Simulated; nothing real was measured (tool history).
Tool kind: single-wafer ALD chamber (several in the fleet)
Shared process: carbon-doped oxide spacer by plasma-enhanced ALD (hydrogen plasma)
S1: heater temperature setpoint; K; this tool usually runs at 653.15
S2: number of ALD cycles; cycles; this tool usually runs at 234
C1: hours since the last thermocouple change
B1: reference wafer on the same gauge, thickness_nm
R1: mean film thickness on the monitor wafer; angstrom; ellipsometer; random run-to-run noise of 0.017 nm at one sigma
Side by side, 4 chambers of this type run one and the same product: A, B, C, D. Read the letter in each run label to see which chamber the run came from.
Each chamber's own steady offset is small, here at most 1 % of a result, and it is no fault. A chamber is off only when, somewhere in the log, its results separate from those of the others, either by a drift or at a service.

run   hour      S1   S2      C1      B1      R1
 1B    7.9  653.15  234   879.9  10.904   116.3
 2A   16.1  653.15  234    1997  10.908  116.79
 3D     20  653.15  234   509.5  10.904  116.89
 4C   28.3  653.15  234  1873.4  10.907   118.1
 5D   35.4  653.15  234   524.9  10.906  116.78
 6C   43.1  653.15  234  1888.2  10.914  118.23
 7A   50.7  653.15  234  2031.6  10.911  117.16
 8B   56.6  653.15  234   928.6  10.916   115.8
 9C   63.1  653.15  234  1908.2  10.917  118.37
10A   67.6  653.15  234  2048.5  10.919   117.2
11B   75.8  653.15  234   947.8  10.922  116.28
12D   79.8  653.15  234   569.3   10.92  117.24
13D   83.9  653.15  234   573.4  10.926  117.11
14B   92.4  645.15  234   964.4  10.924  116.28
15A   98.6  645.15  234  2079.5  10.926  117.45
16C    103  645.15  234  1948.1  10.935   118.5
17D  111.6  645.15  234   601.1  10.935  117.33
18B  117.6  653.15  234   989.6  10.935  116.57
     117.9  -- chamber B: thermocouple changed; heater temperature recalibrated
19A  125.3  653.15  234  2106.2  10.939  117.67
20C  130.4  664.15  201  1975.5  10.939  101.87
21D  138.7  664.15  201   628.2  10.942  100.61
22C  143.6  664.15  201  1988.7  10.943  101.82
23A  147.9  664.15  201  2128.8  10.945  100.79
24B  152.2  653.15  234    34.4  10.948  116.32
25D  160.3  665.15  234   649.8  10.948  117.14
26B  166.9  665.15  234    49.1  10.953  116.44
27A  174.1  665.15  234    2155  10.951  117.53
28C  180.2  665.15  234  2025.3  10.953  118.72
29A  188.2  653.15  234  2169.1  10.953   117.4
30C  194.3  641.15  255  2039.4  10.954  129.51
31D  199.2  641.15  255   688.7  10.958  128.17
32B  207.2  641.15  255    89.4  10.958   126.8
33B  211.7  641.15  255    93.9   10.96  127.39
34A  216.1  653.15  234    2197  10.965  117.78

All 4 chambers run these settings next. Forecast each chamber's results:
35A  222.4  642.15  234           ?
35B  222.4  642.15  234           ?
35C  222.4  642.15  234           ?
35D  222.4  642.15  234           ?

run      R1
35A  117.65
35B   116.7
35C  119.21
35D  117.56
